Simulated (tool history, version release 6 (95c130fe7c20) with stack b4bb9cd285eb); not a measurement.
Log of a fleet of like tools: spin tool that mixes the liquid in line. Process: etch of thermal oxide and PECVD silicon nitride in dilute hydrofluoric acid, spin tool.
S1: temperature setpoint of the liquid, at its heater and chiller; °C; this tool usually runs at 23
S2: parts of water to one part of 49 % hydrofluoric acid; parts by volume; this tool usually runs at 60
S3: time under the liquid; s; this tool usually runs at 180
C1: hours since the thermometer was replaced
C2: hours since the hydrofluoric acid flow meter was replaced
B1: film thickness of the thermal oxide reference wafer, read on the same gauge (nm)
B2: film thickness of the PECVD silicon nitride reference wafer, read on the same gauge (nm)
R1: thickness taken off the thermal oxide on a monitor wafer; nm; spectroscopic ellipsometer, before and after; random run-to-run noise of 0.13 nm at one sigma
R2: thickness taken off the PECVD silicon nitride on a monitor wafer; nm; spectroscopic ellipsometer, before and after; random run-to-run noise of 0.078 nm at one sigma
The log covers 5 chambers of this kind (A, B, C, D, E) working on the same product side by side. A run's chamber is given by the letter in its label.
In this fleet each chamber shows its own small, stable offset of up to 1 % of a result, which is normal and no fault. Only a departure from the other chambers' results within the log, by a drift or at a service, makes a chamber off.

run,hour,S1,S2,S3,C1,C2,B1,B2,R1,R2
1A,11.7,23,60,180,433.2,861.6,50.014,99.996,13.446,8.3742
# hour 16.3: chamber B: hydrofluoric acid flow meter replaced
2D,22.2,23,60,180,535.1,293.6,49.999,99.992,13.675,8.2082
3E,37.2,23,60,180,736.9,375.5,50,99.99,13.447,8.1988
4C,48.2,23,60,180,780.8,249.6,49.987,100.02,13.566,8.1475
5B,59.2,23,60,180,235.1,43,49.99,99.993,13.648,8.1669
6B,69.8,23,60,180,245.7,53.6,50.012,99.993,13.573,8.1987
7A,83.8,23,60,180,505.3,933.7,49.986,99.988,13.508,8.293
8D,91.7,23,60,180,604.6,363.1,49.988,100.01,13.649,8.1586
9E,102.7,20,75,180,802.4,441,50.013,99.997,9.3893,5.3946
10C,119.1,20,75,180,851.7,320.5,50.016,100.01,9.5644,5.3923
11A,129,20,75,180,550.5,978.9,49.993,99.99,9.374,5.4167
12E,139.2,20,75,180,838.9,477.5,49.987,100.01,9.4465,5.4001
13C,151.9,20,75,180,884.5,353.3,50.007,100.02,9.572,5.4962
14D,159.9,23,60,180,672.8,431.3,49.982,99.996,13.656,8.3511
15B,167.8,23,60,180,343.7,151.6,49.999,99.999,13.507,8.1311
16A,179.9,23,60,180,601.4,1029.8,50.006,100.01,13.654,8.3409
17B,193.7,23,60,180,369.6,177.5,50.005,99.993,13.557,8.142
# hour 201.8: chamber E: hydrofluoric acid flow meter replaced
18C,204.2,23,60,180,936.8,405.6,49.99,100.01,13.71,8.1935
19E,216.7,23,60,180,916.4,14.9,50.031,100.02,13.359,8.1678
20D,229.4,23,60,180,742.3,500.8,49.996,100.02,13.747,8.1229
21C,244.1,23,60,100,976.7,445.5,50.005,99.986,7.5716,4.5403
22B,255.7,23,60,100,431.6,239.5,50.009,99.991,7.6599,4.5696
23D,268.5,23,60,100,781.4,539.9,49.974,99.986,7.5734,4.4519
24E,281.6,23,60,100,981.3,79.8,50.022,99.997,7.595,4.6126
25A,297,23,60,100,718.5,1146.9,49.976,100.01,7.6543,4.6039
26C,308.2,23,35,135,1040.8,509.6,49.987,99.984,18.191,10.243
27E,318.6,23,35,135,1018.3,116.8,49.997,99.985,18.068,10.546
28A,332.8,23,35,135,754.3,1182.7,49.996,99.994,18.154,10.664
29B,349.5,23,35,135,525.4,333.3,50.014,100,17.815,10.265
30D,364,23,35,135,876.9,635.4,50.003,99.993,17.948,10.245
31E,377.8,23,60,180,1077.5,176,50.004,99.989,13.356,8.2801
32D,392.5,23,60,180,905.4,663.9,50.022,100.01,13.588,8.2155
33C,401.8,23,60,180,1134.4,603.2,49.991,100.01,13.594,8.2873
34B,414.8,20,60,235,590.7,398.6,49.998,99.975,15.771,8.6541
35A,426.8,20,60,235,848.3,1276.7,50.02,99.982,15.986,8.8928
36D,440.6,20,60,235,953.5,712,49.984,99.994,15.66,8.6341
37C,455.3,20,60,235,1187.9,656.7,49.995,100.02,15.83,8.6999

Predict what each chamber gives when all 5 of them run the settings below next.
38A,467.3,23,60,180,,,,,?,?
38B,467.3,23,60,180,,,,,?,?
38C,467.3,23,60,180,,,,,?,?
38D,467.3,23,60,180,,,,,?,?
38E,467.3,23,60,180,,,,,?,?

run,R1,R2
38A,13.734,8.3722
38B,13.634,8.2381
38C,13.672,8.1964
38D,13.728,8.1686
38E,13.354,8.2562
